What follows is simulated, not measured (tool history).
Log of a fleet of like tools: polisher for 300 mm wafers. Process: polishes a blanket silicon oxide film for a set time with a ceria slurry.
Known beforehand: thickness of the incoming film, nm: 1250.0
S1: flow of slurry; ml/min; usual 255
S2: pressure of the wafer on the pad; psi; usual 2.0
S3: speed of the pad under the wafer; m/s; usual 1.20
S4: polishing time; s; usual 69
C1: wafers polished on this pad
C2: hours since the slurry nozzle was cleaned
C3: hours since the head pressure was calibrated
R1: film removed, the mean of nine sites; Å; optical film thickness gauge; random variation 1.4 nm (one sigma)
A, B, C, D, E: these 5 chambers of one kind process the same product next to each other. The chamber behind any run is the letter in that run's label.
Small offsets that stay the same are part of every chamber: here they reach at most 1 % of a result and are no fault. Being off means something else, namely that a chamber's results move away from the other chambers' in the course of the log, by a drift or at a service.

{"run": "1C", "hour": 4.3, "S1": 255, "S2": 2.0, "S3": 1.2, "S4": 69, "C1": 997, "C2": 6.5, "C3": 899.8, "R1": 1915.8}
{"hour": 5.8, "done": "chamber D: worn pad replaced by a new one"}
{"run": "2B", "hour": 6.3, "S1": 255, "S2": 2.0, "S3": 1.2, "S4": 69, "C1": 289, "C2": 634.4, "C3": 703.8, "R1": 1943.6}
{"run": "3E", "hour": 10.2, "S1": 255, "S2": 2.0, "S3": 1.2, "S4": 69, "C1": 1133, "C2": 674.2, "C3": 212.2, "R1": 1955.8}
{"run": "4A", "hour": 13.9, "S1": 255, "S2": 2.0, "S3": 1.2, "S4": 69, "C1": 402, "C2": 189.0, "C3": 1061.3, "R1": 1949.7}
{"run": "5D", "hour": 16.5, "S1": 255, "S2": 2.0, "S3": 1.2, "S4": 69, "C1": 138, "C2": 301.3, "C3": 959.1, "R1": 1954.3}
{"run": "6C", "hour": 18.4, "S1": 255, "S2": 2.0, "S3": 1.2, "S4": 69, "C1": 1178, "C2": 20.6, "C3": 913.9, "R1": 1918.9}
{"run": "7B", "hour": 20.4, "S1": 255, "S2": 2.0, "S3": 1.2, "S4": 69, "C1": 470, "C2": 648.5, "C3": 717.9, "R1": 1938.2}
{"hour": 22.5, "done": "chamber E: worn pad replaced by a new one"}
{"run": "8A", "hour": 23.3, "S1": 255, "S2": 2.0, "S3": 1.2, "S4": 69, "C1": 523, "C2": 198.4, "C3": 1070.7, "R1": 1976.9}
{"hour": 24.1, "done": "chamber A: worn pad replaced by a new one"}
{"run": "9E", "hour": 26.5, "S1": 255, "S2": 2.0, "S3": 1.2, "S4": 69, "C1": 52, "C2": 690.5, "C3": 228.5, "R1": 1951.9}
{"run": "10D", "hour": 30.0, "S1": 255, "S2": 1.6, "S3": 1.2, "S4": 90, "C1": 311, "C2": 314.8, "C3": 972.6, "R1": 2031.1}
{"run": "11E", "hour": 33.8, "S1": 255, "S2": 1.6, "S3": 1.2, "S4": 90, "C1": 146, "C2": 697.8, "C3": 235.8, "R1": 2032.0}
{"run": "12A", "hour": 36.6, "S1": 255, "S2": 1.6, "S3": 1.2, "S4": 90, "C1": 161, "C2": 211.7, "C3": 1084.0, "R1": 2017.1}
{"run": "13C", "hour": 38.7, "S1": 255, "S2": 1.6, "S3": 1.2, "S4": 90, "C1": 1439, "C2": 40.9, "C3": 934.2, "R1": 2027.6}
{"run": "14D", "hour": 41.0, "S1": 255, "S2": 1.6, "S3": 1.2, "S4": 90, "C1": 453, "C2": 325.8, "C3": 983.6, "R1": 2029.4}
{"run": "15B", "hour": 43.1, "S1": 255, "S2": 1.5, "S3": 1.2, "S4": 69, "C1": 762, "C2": 671.2, "C3": 740.6, "R1": 1436.7}
{"run": "16A", "hour": 46.7, "S1": 255, "S2": 1.5, "S3": 1.2, "S4": 69, "C1": 291, "C2": 221.8, "C3": 1094.1, "R1": 1475.9}
{"hour": 47.7, "done": "chamber C: worn pad replaced by a new one"}
{"run": "17D", "hour": 50.6, "S1": 255, "S2": 1.5, "S3": 1.2, "S4": 69, "C1": 576, "C2": 335.4, "C3": 993.2, "R1": 1466.5}
{"run": "18E", "hour": 54.1, "S1": 255, "S2": 1.5, "S3": 1.2, "S4": 69, "C1": 407, "C2": 718.1, "C3": 256.1, "R1": 1475.0}
{"run": "19C", "hour": 56.3, "S1": 255, "S2": 1.5, "S3": 1.2, "S4": 69, "C1": 110, "C2": 58.5, "C3": 951.8, "R1": 1423.1}
{"run": "20B", "hour": 59.5, "S1": 255, "S2": 2.0, "S3": 1.2, "S4": 69, "C1": 973, "C2": 687.6, "C3": 757.0, "R1": 1891.3}
{"run": "21B", "hour": 62.0, "S1": 255, "S2": 2.0, "S3": 1.2, "S4": 69, "C1": 1005, "C2": 690.1, "C3": 759.5, "R1": 1871.0}
{"hour": 65.0, "done": "chamber E: slurry nozzle cleaned"}
{"run": "22C", "hour": 65.9, "S1": 255, "S2": 2.7, "S3": 1.2, "S4": 69, "C1": 234, "C2": 68.1, "C3": 961.4, "R1": 2598.9}
{"hour": 70.0, "done": "chamber D: worn pad replaced by a new one"}
{"run": "23A", "hour": 70.0, "S1": 255, "S2": 2.7, "S3": 1.2, "S4": 69, "C1": 591, "C2": 245.1, "C3": 1117.4, "R1": 2612.8}
{"hour": 70.8, "done": "chamber A: worn pad replaced by a new one"}
{"run": "24D", "hour": 73.9, "S1": 255, "S2": 2.7, "S3": 1.2, "S4": 69, "C1": 50, "C2": 358.7, "C3": 1016.5, "R1": 2603.0}
{"run": "25E", "hour": 76.4, "S1": 255, "S2": 2.7, "S3": 1.2, "S4": 69, "C1": 694, "C2": 11.4, "C3": 278.4, "R1": 2643.4}
{"run": "26A", "hour": 80.1, "S1": 255, "S2": 2.7, "S3": 1.2, "S4": 69, "C1": 119, "C2": 255.2, "C3": 1127.5, "R1": 2660.3}
{"run": "27E", "hour": 83.3, "S1": 255, "S2": 2.0, "S3": 1.2, "S4": 69, "C1": 782, "C2": 18.3, "C3": 285.3, "R1": 1942.5}
{"run": "28C", "hour": 87.0, "S1": 255, "S2": 2.0, "S3": 1.2, "S4": 69, "C1": 505, "C2": 89.2, "C3": 982.5, "R1": 1928.1}
{"run": "29D", "hour": 89.6, "S1": 255, "S2": 2.0, "S3": 1.2, "S4": 69, "C1": 251, "C2": 374.4, "C3": 1032.2, "R1": 1942.0}
{"run": "30B", "hour": 93.3, "S1": 255, "S2": 2.0, "S3": 1.2, "S4": 69, "C1": 1407, "C2": 721.4, "C3": 790.8, "R1": 1833.9}
{"run": "31C", "hour": 95.3, "S1": 255, "S2": 2.0, "S3": 1.2, "S4": 69, "C1": 612, "C2": 97.5, "C3": 990.8, "R1": 1900.4}
{"run": "32D", "hour": 98.1, "S1": 255, "S2": 2.0, "S3": 1.2, "S4": 69, "C1": 361, "C2": 382.9, "C3": 1040.7, "R1": 1932.7}
{"run": "33E", "hour": 101.5, "S1": 255, "S2": 1.3, "S3": 1.36, "S4": 69, "C1": 1016, "C2": 36.5, "C3": 303.5, "R1": 1453.2}
{"run": "34B", "hour": 103.9, "S1": 255, "S2": 1.3, "S3": 1.36, "S4": 69, "C1": 1544, "C2": 732.0, "C3": 801.4, "R1": 1338.8}
{"run": "35A", "hour": 107.5, "S1": 255, "S2": 1.3, "S3": 1.36, "S4": 69, "C1": 472, "C2": 282.6, "C3": 1154.9, "R1": 1437.1}
{"run": "36C", "hour": 109.6, "S1": 255, "S2": 1.3, "S3": 1.36, "S4": 69, "C1": 796, "C2": 111.8, "C3": 1005.1, "R1": 1423.8}
{"run": "37E", "hour": 112.3, "S1": 255, "S2": 1.3, "S3": 1.36, "S4": 69, "C1": 1155, "C2": 47.3, "C3": 314.3, "R1": 1439.2}

For the next run the whole fleet of 5 chambers uses the same settings. Give each chamber's results:
{"run": "38A", "hour": 115.4, "S1": 255, "S2": 2.0, "S3": 1.2, "S4": 69, "R1": "?"}
{"run": "38B", "hour": 115.4, "S1": 255, "S2": 2.0, "S3": 1.2, "S4": 69, "R1": "?"}
{"run": "38C", "hour": 115.4, "S1": 255, "S2": 2.0, "S3": 1.2, "S4": 69, "R1": "?"}
{"run": "38D", "hour": 115.4, "S1": 255, "S2": 2.0, "S3": 1.2, "S4": 69, "R1": "?"}
{"run": "38E", "hour": 115.4, "S1": 255, "S2": 2.0, "S3": 1.2, "S4": 69, "R1": "?"}

run=38A R1=1930.2
run=38B R1=1798.6
run=38C R1=1925.7
run=38D R1=1953.4
run=38E R1=1949.3
